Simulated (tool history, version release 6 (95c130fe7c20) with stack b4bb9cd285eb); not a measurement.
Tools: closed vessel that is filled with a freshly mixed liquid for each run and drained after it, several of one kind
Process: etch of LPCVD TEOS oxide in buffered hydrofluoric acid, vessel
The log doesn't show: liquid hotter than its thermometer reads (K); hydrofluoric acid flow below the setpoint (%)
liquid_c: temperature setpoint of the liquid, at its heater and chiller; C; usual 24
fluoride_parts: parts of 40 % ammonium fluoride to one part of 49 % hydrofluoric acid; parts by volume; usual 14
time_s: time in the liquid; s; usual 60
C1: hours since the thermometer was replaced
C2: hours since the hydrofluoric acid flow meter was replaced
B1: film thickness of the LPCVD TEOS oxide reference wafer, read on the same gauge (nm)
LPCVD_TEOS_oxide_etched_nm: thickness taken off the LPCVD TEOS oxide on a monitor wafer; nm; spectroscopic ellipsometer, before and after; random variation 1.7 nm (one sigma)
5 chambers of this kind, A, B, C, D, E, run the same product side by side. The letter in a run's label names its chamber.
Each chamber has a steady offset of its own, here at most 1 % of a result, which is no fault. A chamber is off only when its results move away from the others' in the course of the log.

Run 1B, day 0.479: usual settings; C1 2747.8; C2 1147.4; B1 49.981. Result: LPCVD_TEOS_oxide_etched_nm 187.26 nm.
At day 0.779: chamber C: hydrofluoric acid flow meter replaced.
Run 2C, day 1.058: usual settings; C1 241.6; C2 6.7; B1 50.008. Result: LPCVD_TEOS_oxide_etched_nm 185.57 nm.
At day 1.279: chamber B: hydrofluoric acid flow meter replaced.
Run 3A, day 1.371: usual settings; C1 226.9; C2 94; B1 49.999. Result: LPCVD_TEOS_oxide_etched_nm 181.4 nm.
Run 4D, day 1.917: usual settings; C1 1868.6; C2 553.5; B1 49.985. Result: LPCVD_TEOS_oxide_etched_nm 184.46 nm.
Run 5E, day 2.229: usual settings; C1 1844.4; C2 836; B1 49.982. Result: LPCVD_TEOS_oxide_etched_nm 183.4 nm.
Run 6E, day 2.517: usual settings; C1 1851.3; C2 842.9; B1 50.025. Result: LPCVD_TEOS_oxide_etched_nm 186.72 nm.
Run 7A, day 2.883: usual settings; C1 263.2; C2 130.3; B1 49.979. Result: LPCVD_TEOS_oxide_etched_nm 186.52 nm.
Run 8D, day 3.388: usual settings; C1 1903.9; C2 588.8; B1 49.997. Result: LPCVD_TEOS_oxide_etched_nm 182.84 nm.
Run 9C, day 3.762: usual settings but fluoride_parts 10 parts by volume, time_s 90 s; C1 306.5; C2 71.6; B1 49.993. Result: LPCVD_TEOS_oxide_etched_nm 392.58 nm.
Run 10B, day 4.058: usual settings but fluoride_parts 10 parts by volume, time_s 90 s; C1 2833.7; C2 66.7; B1 50.002. Result: LPCVD_TEOS_oxide_etched_nm 396.98 nm.
Run 11D, day 4.321: usual settings but fluoride_parts 10 parts by volume, time_s 90 s; C1 1926.3; C2 611.2; B1 50.029. Result: LPCVD_TEOS_oxide_etched_nm 382.95 nm.
Run 12E, day 4.867: usual settings but fluoride_parts 10 parts by volume, time_s 90 s; C1 1907.7; C2 899.3; B1 50.003. Result: LPCVD_TEOS_oxide_etched_nm 388.78 nm.
Run 13B, day 5.321: usual settings but fluoride_parts 10 parts by volume, time_s 90 s; C1 2864; C2 97; B1 50. Result: LPCVD_TEOS_oxide_etched_nm 394.43 nm.
Run 14C, day 5.738: usual settings but time_s 70 s; C1 353.9; C2 119; B1 50.007. Result: LPCVD_TEOS_oxide_etched_nm 218.28 nm.
Run 15A, day 6.042: usual settings but time_s 70 s; C1 339; C2 206.1; B1 49.989. Result: LPCVD_TEOS_oxide_etched_nm 214.37 nm.
Run 16B, day 6.421: usual settings but time_s 70 s; C1 2890.4; C2 123.4; B1 50.003. Result: LPCVD_TEOS_oxide_etched_nm 220.05 nm.
Run 17E, day 6.85: usual settings but time_s 70 s; C1 1955.3; C2 946.9; B1 50.023. Result: LPCVD_TEOS_oxide_etched_nm 210.77 nm.
At day 6.938: chamber D: thermometer replaced.
Run 18D, day 7.242: usual settings but time_s 70 s; C1 7.3; C2 681.3; B1 50.043. Result: LPCVD_TEOS_oxide_etched_nm 213.77 nm.
Run 19A, day 7.775: usual settings; C1 380.6; C2 247.7; B1 50.014. Result: LPCVD_TEOS_oxide_etched_nm 182.22 nm.
Run 20C, day 8.312: usual settings; C1 415.7; C2 180.8; B1 50.003. Result: LPCVD_TEOS_oxide_etched_nm 186.67 nm.
Run 21C, day 8.725: usual settings; C1 425.6; C2 190.7; B1 49.994. Result: LPCVD_TEOS_oxide_etched_nm 186.67 nm.
Run 22E, day 9.221: usual settings; C1 2012.2; C2 1003.8; B1 49.995. Result: LPCVD_TEOS_oxide_etched_nm 171.8 nm.
Run 23D, day 9.496: usual settings; C1 61.4; C2 735.4; B1 49.979. Result: LPCVD_TEOS_oxide_etched_nm 185.83 nm.
Run 24A, day 10: usual settings but time_s 30 s; C1 434; C2 301.1; B1 50.001. Result: LPCVD_TEOS_oxide_etched_nm 92.268 nm.
Run 25B, day 10.354: usual settings but time_s 30 s; C1 2984.8; C2 217.8; B1 50.017. Result: LPCVD_TEOS_oxide_etched_nm 93.464 nm.
Run 26D, day 10.783: usual settings but time_s 30 s; C1 92.3; C2 766.3; B1 50.02. Result: LPCVD_TEOS_oxide_etched_nm 91.178 nm.
Run 27E, day 11.129: usual settings but time_s 30 s; C1 2058; C2 1049.6; B1 49.999. Result: LPCVD_TEOS_oxide_etched_nm 84.647 nm.
Run 28C, day 11.654: usual settings but time_s 30 s; C1 495.9; C2 261; B1 49.996. Result: LPCVD_TEOS_oxide_etched_nm 94.428 nm.
Run 29A, day 11.929: usual settings but time_s 90 s; C1 480.3; C2 347.4; B1 49.979. Result: LPCVD_TEOS_oxide_etched_nm 272.02 nm.
At day 12.179: chamber B: thermometer replaced.
Run 30B, day 12.204: usual settings but time_s 90 s; C1 0.6; C2 262.2; B1 49.989. Result: LPCVD_TEOS_oxide_etched_nm 278.44 nm.

Is one chamber off against the others, does the gauge drift, or is nothing wrong? If a chamber is off, say which, and what the likeliest cause is.

Chamber E drifts away from the others.
Cause: hydrofluoric acid flow below the setpoint (%) = 10.3.
The log may not tell that from: liquid colder than its thermometer reads (K).

Here are 4 candidates for chamber E's next run, each the usual settings with a change, their results left as question marks. Which one brings its results back in line with what the others give on the usual settings?
In line means no further than this from the other chambers' mean on the usual settings: LPCVD_TEOS_oxide_etched_nm 6 nm
Run 31E-1, day 12.629: usual settings but fluoride_parts 13.5 parts by volume, time_s 65 s. Result: LPCVD_TEOS_oxide_etched_nm ?.
Run 31E-2, day 12.629: usual settings but liquid_c 25 C, time_s 70 s. Result: LPCVD_TEOS_oxide_etched_nm ?.
Run 31E-3, day 12.629: usual settings but liquid_c 23.5 C, fluoride_parts 15 parts by volume. Result: LPCVD_TEOS_oxide_etched_nm ?.
Run 31E-4, day 12.629: usual settings but liquid_c 22.5 C, fluoride_parts 16 parts by volume. Result: LPCVD_TEOS_oxide_etched_nm ?.

The other chambers' mean on the usual settings: LPCVD_TEOS_oxide_etched_nm 185.29 nm
  run  LPCVD_TEOS_oxide_etched_nm
31E-1                      186.38
31E-2                      204.59
31E-3                       151.1
31E-4                      134.22
31E-1 brings the chamber back in line.
